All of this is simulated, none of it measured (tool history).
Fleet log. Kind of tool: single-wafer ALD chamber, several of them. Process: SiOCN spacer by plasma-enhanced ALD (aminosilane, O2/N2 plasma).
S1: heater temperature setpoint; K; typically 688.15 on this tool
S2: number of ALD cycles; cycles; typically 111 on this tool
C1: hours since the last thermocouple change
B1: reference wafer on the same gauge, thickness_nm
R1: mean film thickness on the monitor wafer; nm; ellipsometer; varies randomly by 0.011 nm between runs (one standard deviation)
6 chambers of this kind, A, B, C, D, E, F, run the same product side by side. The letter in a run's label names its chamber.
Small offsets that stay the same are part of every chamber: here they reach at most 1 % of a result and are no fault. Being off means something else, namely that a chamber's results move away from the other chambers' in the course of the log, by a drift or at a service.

{"run": "1A", "hour": 3.2, "S1": 688.15, "S2": 111, "C1": 1303.1, "B1": 6.4413, "R1": 6.4298}
{"run": "2C", "hour": 7.4, "S1": 688.15, "S2": 111, "C1": 1735.9, "B1": 6.4413, "R1": 6.4167}
{"run": "3F", "hour": 10.8, "S1": 688.15, "S2": 111, "C1": 2610.8, "B1": 6.4438, "R1": 6.456}
{"run": "4E", "hour": 14.6, "S1": 688.15, "S2": 111, "C1": 351.4, "B1": 6.4429, "R1": 6.4371}
{"run": "5D", "hour": 17.8, "S1": 688.15, "S2": 111, "C1": 2068.6, "B1": 6.4464, "R1": 6.4366}
{"run": "6B", "hour": 22.0, "S1": 688.15, "S2": 111, "C1": 145.1, "B1": 6.4435, "R1": 6.3543}
{"run": "7F", "hour": 26.0, "S1": 688.15, "S2": 111, "C1": 2626.0, "B1": 6.4455, "R1": 6.4597}
{"run": "8B", "hour": 29.1, "S1": 688.15, "S2": 111, "C1": 152.2, "B1": 6.4486, "R1": 6.3385}
{"run": "9C", "hour": 33.9, "S1": 688.15, "S2": 111, "C1": 1762.4, "B1": 6.4497, "R1": 6.4501}
{"run": "10E", "hour": 36.2, "S1": 688.15, "S2": 111, "C1": 373.0, "B1": 6.451, "R1": 6.4652}
{"run": "11A", "hour": 40.7, "S1": 688.15, "S2": 111, "C1": 1340.6, "B1": 6.4478, "R1": 6.4436}
{"hour": 42.1, "done": "chamber A: thermocouple changed; heater temperature recalibrated"}
{"run": "12D", "hour": 44.4, "S1": 688.15, "S2": 111, "C1": 2095.2, "B1": 6.4532, "R1": 6.4428}
{"run": "13D", "hour": 47.4, "S1": 688.15, "S2": 111, "C1": 2098.2, "B1": 6.452, "R1": 6.4459}
{"run": "14A", "hour": 50.1, "S1": 698.15, "S2": 127, "C1": 8.1, "B1": 6.4562, "R1": 7.1079}
{"run": "15E", "hour": 53.2, "S1": 698.15, "S2": 127, "C1": 390.0, "B1": 6.457, "R1": 7.1627}
{"run": "16C", "hour": 57.1, "S1": 698.15, "S2": 127, "C1": 1785.6, "B1": 6.4567, "R1": 7.1333}
{"run": "17F", "hour": 59.8, "S1": 698.15, "S2": 127, "C1": 2659.8, "B1": 6.4561, "R1": 7.1336}
{"run": "18B", "hour": 64.7, "S1": 698.15, "S2": 127, "C1": 187.8, "B1": 6.4609, "R1": 7.0441}
{"run": "19E", "hour": 67.1, "S1": 698.15, "S2": 127, "C1": 403.9, "B1": 6.4604, "R1": 7.1774}
{"run": "20B", "hour": 70.3, "S1": 688.15, "S2": 111, "C1": 193.4, "B1": 6.4622, "R1": 6.3847}
{"run": "21D", "hour": 73.5, "S1": 688.15, "S2": 111, "C1": 2124.3, "B1": 6.4606, "R1": 6.4646}
{"run": "22C", "hour": 77.9, "S1": 688.15, "S2": 111, "C1": 1806.4, "B1": 6.4613, "R1": 6.466}
{"run": "23A", "hour": 81.2, "S1": 681.15, "S2": 98, "C1": 39.2, "B1": 6.4646, "R1": 5.8171}
{"run": "24F", "hour": 85.4, "S1": 681.15, "S2": 98, "C1": 2685.4, "B1": 6.4651, "R1": 5.8318}
{"run": "25E", "hour": 87.5, "S1": 681.15, "S2": 98, "C1": 424.3, "B1": 6.4644, "R1": 5.8276}
{"run": "26F", "hour": 92.2, "S1": 681.15, "S2": 98, "C1": 2692.2, "B1": 6.4649, "R1": 5.8443}
{"run": "27A", "hour": 95.4, "S1": 681.15, "S2": 98, "C1": 53.4, "B1": 6.4682, "R1": 5.8124}
{"run": "28C", "hour": 97.8, "S1": 681.15, "S2": 98, "C1": 1826.3, "B1": 6.469, "R1": 5.807}
{"run": "29B", "hour": 100.2, "S1": 674.15, "S2": 100, "C1": 223.3, "B1": 6.471, "R1": 6.003}
{"run": "30D", "hour": 104.3, "S1": 674.15, "S2": 100, "C1": 2155.1, "B1": 6.47, "R1": 6.092}
{"run": "31E", "hour": 108.1, "S1": 674.15, "S2": 100, "C1": 444.9, "B1": 6.4729, "R1": 6.1006}
{"run": "32A", "hour": 112.9, "S1": 674.15, "S2": 100, "C1": 70.9, "B1": 6.4734, "R1": 6.0569}
{"run": "33D", "hour": 116.6, "S1": 674.15, "S2": 100, "C1": 2167.4, "B1": 6.474, "R1": 6.085}
{"run": "34B", "hour": 121.0, "S1": 674.15, "S2": 100, "C1": 244.1, "B1": 6.4745, "R1": 6.0041}
{"run": "35F", "hour": 125.4, "S1": 688.15, "S2": 111, "C1": 2725.4, "B1": 6.4751, "R1": 6.4833}
{"run": "36C", "hour": 127.9, "S1": 688.15, "S2": 111, "C1": 1856.4, "B1": 6.4772, "R1": 6.4514}
{"run": "37C", "hour": 130.8, "S1": 688.15, "S2": 111, "C1": 1859.3, "B1": 6.4788, "R1": 6.4662}
{"run": "38B", "hour": 135.5, "S1": 688.15, "S2": 111, "C1": 258.6, "B1": 6.4776, "R1": 6.3866}
{"run": "39A", "hour": 138.5, "S1": 688.15, "S2": 111, "C1": 96.5, "B1": 6.4801, "R1": 6.474}
{"run": "40E", "hour": 143.0, "S1": 688.15, "S2": 111, "C1": 479.8, "B1": 6.482, "R1": 6.5033}
{"run": "41F", "hour": 145.7, "S1": 688.15, "S2": 111, "C1": 2745.7, "B1": 6.4785, "R1": 6.4946}
{"run": "42D", "hour": 149.6, "S1": 688.15, "S2": 111, "C1": 2200.4, "B1": 6.4827, "R1": 6.4856}
{"run": "43C", "hour": 153.2, "S1": 694.15, "S2": 111, "C1": 1881.7, "B1": 6.4834, "R1": 6.3373}

Read the log: is a single chamber off, either drifting away or since a service, is the gauge that measures every chamber drifting, or is nothing wrong beyond small per-chamber offsets? Name any odd chamber and what most likely caused it.

None of the chambers is off. What moves is the gauge, dragging all their readings along together.
What lies behind it: gauge reads high (%) = 0.698.

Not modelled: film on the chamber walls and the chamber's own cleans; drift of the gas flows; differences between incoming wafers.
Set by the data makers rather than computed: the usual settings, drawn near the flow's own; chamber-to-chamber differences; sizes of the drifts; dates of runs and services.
